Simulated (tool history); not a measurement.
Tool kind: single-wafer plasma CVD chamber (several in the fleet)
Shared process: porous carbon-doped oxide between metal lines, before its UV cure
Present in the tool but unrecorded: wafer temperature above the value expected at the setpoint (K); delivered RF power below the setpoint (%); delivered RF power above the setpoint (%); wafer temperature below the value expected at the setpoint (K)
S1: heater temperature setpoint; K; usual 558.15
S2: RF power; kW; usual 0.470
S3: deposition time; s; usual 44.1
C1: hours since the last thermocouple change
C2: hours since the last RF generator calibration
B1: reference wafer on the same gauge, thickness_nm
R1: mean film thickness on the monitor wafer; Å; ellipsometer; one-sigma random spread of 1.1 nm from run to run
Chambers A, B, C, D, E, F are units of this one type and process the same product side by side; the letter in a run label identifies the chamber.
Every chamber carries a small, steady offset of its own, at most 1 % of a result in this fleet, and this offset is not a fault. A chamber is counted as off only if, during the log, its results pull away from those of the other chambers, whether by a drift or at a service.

Run 1E, hour 8.6: usual settings; C1 3236.4; C2 1027.7; B1 244.07. Result: R1 2469.8 Å.
Run 2F, hour 17.8: usual settings; C1 695.1; C2 1225.7; B1 244.10. Result: R1 2457.7 Å.
Run 3D, hour 28.4: usual settings; C1 304.8; C2 126.0; B1 243.97. Result: R1 2440.1 Å.
Run 4A, hour 39.5: usual settings; C1 1143.6; C2 216.3; B1 244.13. Result: R1 2482.4 Å.
Run 5C, hour 50.5: usual settings but S1 564.15 K, S3 40.9 s; C1 100.4; C2 1359.3; B1 244.13. Result: R1 2192.9 Å.
Run 6B, hour 58.3: usual settings but S1 564.15 K, S3 40.9 s; C1 119.1; C2 1490.7; B1 243.98. Result: R1 2191.6 Å.
Run 7A, hour 69.1: usual settings but S1 564.15 K, S3 40.9 s; C1 1173.2; C2 245.9; B1 244.02. Result: R1 2229.2 Å.
Run 8E, hour 80.9: usual settings but S1 564.15 K, S3 40.9 s; C1 3308.7; C2 1100.0; B1 243.74. Result: R1 2216.9 Å.
Run 9D, hour 91.5: usual settings but S1 564.15 K, S3 40.9 s; C1 367.9; C2 189.1; B1 243.97. Result: R1 2198.3 Å.
Run 10B, hour 103.5: usual settings but S1 564.15 K, S3 40.9 s; C1 164.3; C2 1535.9; B1 244.08. Result: R1 2203.2 Å.
Run 11C, hour 111.5: usual settings; C1 161.4; C2 1420.3; B1 243.84. Result: R1 2444.5 Å.
Run 12F, hour 119.9: usual settings; C1 797.2; C2 1327.8; B1 243.93. Result: R1 2450.6 Å.
Run 13F, hour 127.2: usual settings; C1 804.5; C2 1335.1; B1 243.92. Result: R1 2460.8 Å.
Run 14E, hour 134.2: usual settings; C1 3362.0; C2 1153.3; B1 244.10. Result: R1 2486.0 Å.
Run 15C, hour 145.9: usual settings; C1 195.8; C2 1454.7; B1 243.97. Result: R1 2460.7 Å.
Run 16B, hour 152.3: usual settings; C1 213.1; C2 1584.7; B1 243.91. Result: R1 2456.3 Å.
Run 17D, hour 159.4: usual settings; C1 435.8; C2 257.0; B1 243.86. Result: R1 2458.4 Å.
At hour 164.5: chamber E: thermocouple changed; heater temperature recalibrated.
Run 18A, hour 168.4: usual settings; C1 1272.5; C2 345.2; B1 244.23. Result: R1 2467.2 Å.
Run 19E, hour 178.6: usual settings; C1 14.2; C2 1197.7; B1 244.05. Result: R1 2480.4 Å.
At hour 185.7: chamber E: RF generator calibrated.
Run 20C, hour 188.0: usual settings; C1 237.9; C2 1496.8; B1 244.33. Result: R1 2444.3 Å.
Run 21F, hour 199.2: usual settings; C1 876.5; C2 1407.1; B1 243.99. Result: R1 2447.4 Å.
Run 22A, hour 209.5: usual settings; C1 1313.6; C2 386.3; B1 244.10. Result: R1 2469.3 Å.
Run 23D, hour 220.3: usual settings; C1 496.7; C2 317.9; B1 244.08. Result: R1 2467.4 Å.
Run 24B, hour 229.0: usual settings; C1 289.8; C2 1661.4; B1 244.18. Result: R1 2460.3 Å.
Run 25B, hour 240.3: usual settings; C1 301.1; C2 1672.7; B1 243.61. Result: R1 2446.4 Å.
Run 26A, hour 249.3: usual settings; C1 1353.4; C2 426.1; B1 243.77. Result: R1 2484.8 Å.
Run 27D, hour 260.0: usual settings; C1 536.4; C2 357.6; B1 244.26. Result: R1 2457.7 Å.
Run 28C, hour 271.9: usual settings but S1 553.15 K, S3 51.7 s; C1 321.8; C2 1580.7; B1 244.03. Result: R1 2952.6 Å.
Run 29F, hour 283.7: usual settings but S1 553.15 K, S3 51.7 s; C1 961.0; C2 1491.6; B1 243.95. Result: R1 2907.9 Å.
Run 30E, hour 291.2: usual settings but S1 553.15 K, S3 51.7 s; C1 126.8; C2 105.5; B1 244.04. Result: R1 2990.8 Å.
At hour 294.5: chamber A: thermocouple changed; heater temperature recalibrated.
Run 31A, hour 298.7: usual settings but S1 553.15 K, S3 51.7 s; C1 4.2; C2 475.5; B1 243.71. Result: R1 3009.2 Å.
Run 32D, hour 309.2: usual settings but S1 553.15 K, S3 51.7 s; C1 585.6; C2 406.8; B1 244.22. Result: R1 2982.2 Å.
Run 33F, hour 315.6: usual settings but S1 553.15 K, S3 51.7 s; C1 992.9; C2 1523.5; B1 244.11. Result: R1 2901.4 Å.
Run 34B, hour 327.4: usual settings; C1 388.2; C2 1759.8; B1 244.08. Result: R1 2479.7 Å.
Run 35C, hour 336.0: usual settings; C1 385.9; C2 1644.8; B1 244.01. Result: R1 2451.9 Å.
Run 36E, hour 348.0: usual settings; C1 183.6; C2 162.3; B1 243.94. Result: R1 2466.7 Å.
Run 37C, hour 358.2: usual settings; C1 408.1; C2 1667.0; B1 243.94. Result: R1 2432.9 Å.

Next, every chamber runs the same settings. What will each give?
Run 38A, hour 366.9: usual settings. Result: R1 ?.
Run 38B, hour 366.9: usual settings. Result: R1 ?.
Run 38C, hour 366.9: usual settings. Result: R1 ?.
Run 38D, hour 366.9: usual settings. Result: R1 ?.
Run 38E, hour 366.9: usual settings. Result: R1 ?.
Run 38F, hour 366.9: usual settings. Result: R1 ?.

run      R1
38A  2492.1
38B  2452.0
38C  2451.1
38D  2447.9
38E  2479.6
38F  2417.1

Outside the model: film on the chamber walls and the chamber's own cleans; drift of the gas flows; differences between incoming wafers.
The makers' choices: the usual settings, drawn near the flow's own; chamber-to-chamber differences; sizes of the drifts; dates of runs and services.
